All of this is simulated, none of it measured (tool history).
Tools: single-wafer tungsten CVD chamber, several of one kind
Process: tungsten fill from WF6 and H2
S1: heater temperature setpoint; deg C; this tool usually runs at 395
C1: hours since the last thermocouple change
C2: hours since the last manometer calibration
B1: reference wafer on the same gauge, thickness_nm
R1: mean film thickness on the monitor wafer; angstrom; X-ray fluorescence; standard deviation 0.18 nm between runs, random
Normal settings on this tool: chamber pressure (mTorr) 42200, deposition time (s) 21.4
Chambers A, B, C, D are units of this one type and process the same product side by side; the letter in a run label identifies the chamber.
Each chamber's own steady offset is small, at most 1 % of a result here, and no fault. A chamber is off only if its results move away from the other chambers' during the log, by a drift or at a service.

Run 1C, hour 15.4: usual settings; C1 2371.8; C2 1028.8; B1 72.511. Result: R1 661.35 angstrom.
Run 2D, hour 22.8: usual settings; C1 333.7; C2 558.9; B1 72.462. Result: R1 663.06 angstrom.
Run 3B, hour 33.9: usual settings; C1 1209.9; C2 1907.8; B1 72.497. Result: R1 667.54 angstrom.
Run 4A, hour 48.4: usual settings; C1 1487.9; C2 147.2; B1 72.51. Result: R1 665.37 angstrom.
Run 5C, hour 63.6: usual settings but S1 390 deg C, deposition time (s) 17.3; C1 2420; C2 1077; B1 72.483. Result: R1 484.28 angstrom.
Run 6A, hour 77.8: usual settings but S1 390 deg C, deposition time (s) 17.3; C1 1517.3; C2 176.6; B1 72.562. Result: R1 489.74 angstrom.
Run 7B, hour 90.5: usual settings but S1 390 deg C, deposition time (s) 17.3; C1 1266.5; C2 1964.4; B1 72.492. Result: R1 492.16 angstrom.
Run 8D, hour 99.3: usual settings but S1 390 deg C, deposition time (s) 17.3; C1 410.2; C2 635.4; B1 72.455. Result: R1 489.49 angstrom.
Run 9B, hour 108.2: usual settings; C1 1284.2; C2 1982.1; B1 72.512. Result: R1 672.52 angstrom.
Run 10A, hour 115.4: usual settings; C1 1554.9; C2 214.2; B1 72.512. Result: R1 666.88 angstrom.
Run 11D, hour 126.2: usual settings; C1 437.1; C2 662.3; B1 72.531. Result: R1 666.78 angstrom.
Run 12C, hour 139.8: usual settings but deposition time (s) 17.4; C1 2496.2; C2 1153.2; B1 72.453. Result: R1 536.85 angstrom.
Run 13D, hour 151.8: usual settings but deposition time (s) 17.4; C1 462.7; C2 687.9; B1 72.503. Result: R1 539.53 angstrom.
Run 14C, hour 162.9: usual settings but deposition time (s) 17.4; C1 2519.3; C2 1176.3; B1 72.518. Result: R1 536.6 angstrom.
Run 15A, hour 171.7: usual settings but deposition time (s) 17.4; C1 1611.2; C2 270.5; B1 72.516. Result: R1 541.65 angstrom.
Run 16B, hour 182.7: usual settings; C1 1358.7; C2 2056.6; B1 72.529. Result: R1 673.69 angstrom.
Run 17C, hour 193.7: usual settings; C1 2550.1; C2 1207.1; B1 72.488. Result: R1 662.29 angstrom.
Run 18B, hour 200.7: usual settings but S1 381 deg C, deposition time (s) 18.9; C1 1376.7; C2 2074.6; B1 72.489. Result: R1 451.57 angstrom.
Run 19D, hour 214.3: usual settings but S1 381 deg C, deposition time (s) 18.9; C1 525.2; C2 750.4; B1 72.496. Result: R1 444.57 angstrom.
Run 20A, hour 221.3: usual settings but S1 381 deg C, deposition time (s) 18.9; C1 1660.8; C2 320.1; B1 72.482. Result: R1 449.95 angstrom.
Run 21B, hour 233.5: usual settings but S1 381 deg C, deposition time (s) 18.9; C1 1409.5; C2 2107.4; B1 72.461. Result: R1 449.78 angstrom.
At hour 239: chamber C: thermocouple changed; heater temperature recalibrated.
At hour 242.4: chamber A: thermocouple changed; heater temperature recalibrated.
Run 22A, hour 248.1: usual settings but S1 381 deg C; C1 5.7; C2 346.9; B1 72.467. Result: R1 508.21 angstrom.
Run 23D, hour 259.2: usual settings but S1 381 deg C; C1 570.1; C2 795.3; B1 72.526. Result: R1 504.33 angstrom.
Run 24C, hour 266.5: usual settings but S1 381 deg C; C1 27.5; C2 1279.9; B1 72.486. Result: R1 490.8 angstrom.
Run 25C, hour 279.8: usual settings but S1 381 deg C; C1 40.8; C2 1293.2; B1 72.447. Result: R1 492.14 angstrom.
Run 26D, hour 287.2: usual settings; C1 598.1; C2 823.3; B1 72.472. Result: R1 663.15 angstrom.
Run 27A, hour 295.7: usual settings; C1 53.3; C2 394.5; B1 72.515. Result: R1 668.52 angstrom.
Run 28B, hour 309.5: usual settings; C1 1485.5; C2 2183.4; B1 72.486. Result: R1 671.01 angstrom.
Run 29D, hour 322.9: usual settings; C1 633.8; C2 859; B1 72.486. Result: R1 661.07 angstrom.
Run 30B, hour 335.4: usual settings; C1 1511.4; C2 2209.3; B1 72.496. Result: R1 670.06 angstrom.
Run 31C, hour 346: usual settings; C1 107; C2 1359.4; B1 72.481. Result: R1 648.26 angstrom.
Run 32A, hour 353.9: usual settings; C1 111.5; C2 452.7; B1 72.483. Result: R1 667.66 angstrom.
Run 33A, hour 361.8: usual settings; C1 119.4; C2 460.6; B1 72.543. Result: R1 666.61 angstrom.
At hour 364.9: chamber C: capacitance manometer re-zeroed and calibrated.
Run 34B, hour 373.3: usual settings; C1 1549.3; C2 2247.2; B1 72.526. Result: R1 672.13 angstrom.
Run 35D, hour 380.8: usual settings; C1 691.7; C2 916.9; B1 72.481. Result: R1 662.19 angstrom.
Run 36C, hour 389.7: usual settings; C1 150.7; C2 24.9; B1 72.462. Result: R1 649.89 angstrom.
Run 37D, hour 403.9: usual settings; C1 714.8; C2 940; B1 72.459. Result: R1 663.97 angstrom.
Run 38C, hour 411.8: usual settings; C1 172.8; C2 47; B1 72.513. Result: R1 647.85 angstrom.
Run 39A, hour 426.1: usual settings; C1 183.7; C2 524.9; B1 72.498. Result: R1 664.81 angstrom.

What goes on in this fleet: one chamber off, a drifting gauge, or nothing beyond the chambers' own small offsets? Name the chamber and the cause, if any.

A service left chamber C off against the others.
Likeliest cause: wafer temperature below the value expected at the setpoint (K) = 1.08.

Chamber C could run next with any of the 4 candidate recipes listed below; each alters the usual settings, and their results appear as question marks. Which one brings its results back in line with what the other chambers deliver on the usual settings?
To be in line, a result may differ from the other chambers' mean on the usual settings by at most: R1 6.2 angstrom
Run 40C-1, hour 437.4: usual settings but chamber pressure (mTorr) 42900, deposition time (s) 21.9. Result: R1 ?.
Run 40C-2, hour 437.4: usual settings but deposition time (s) 21.7. Result: R1 ?.
Run 40C-3, hour 437.4: usual settings but deposition time (s) 21.1. Result: R1 ?.
Run 40C-4, hour 437.4: usual settings but S1 394 deg C, deposition time (s) 21.2. Result: R1 ?.

The other chambers' mean on the usual settings: R1 667.38 angstrom
  run      R1
40C-1  667.61
40C-2   656.3
40C-3  638.07
40C-4  629.06
40C-1 puts the chamber back in line with the other chambers.
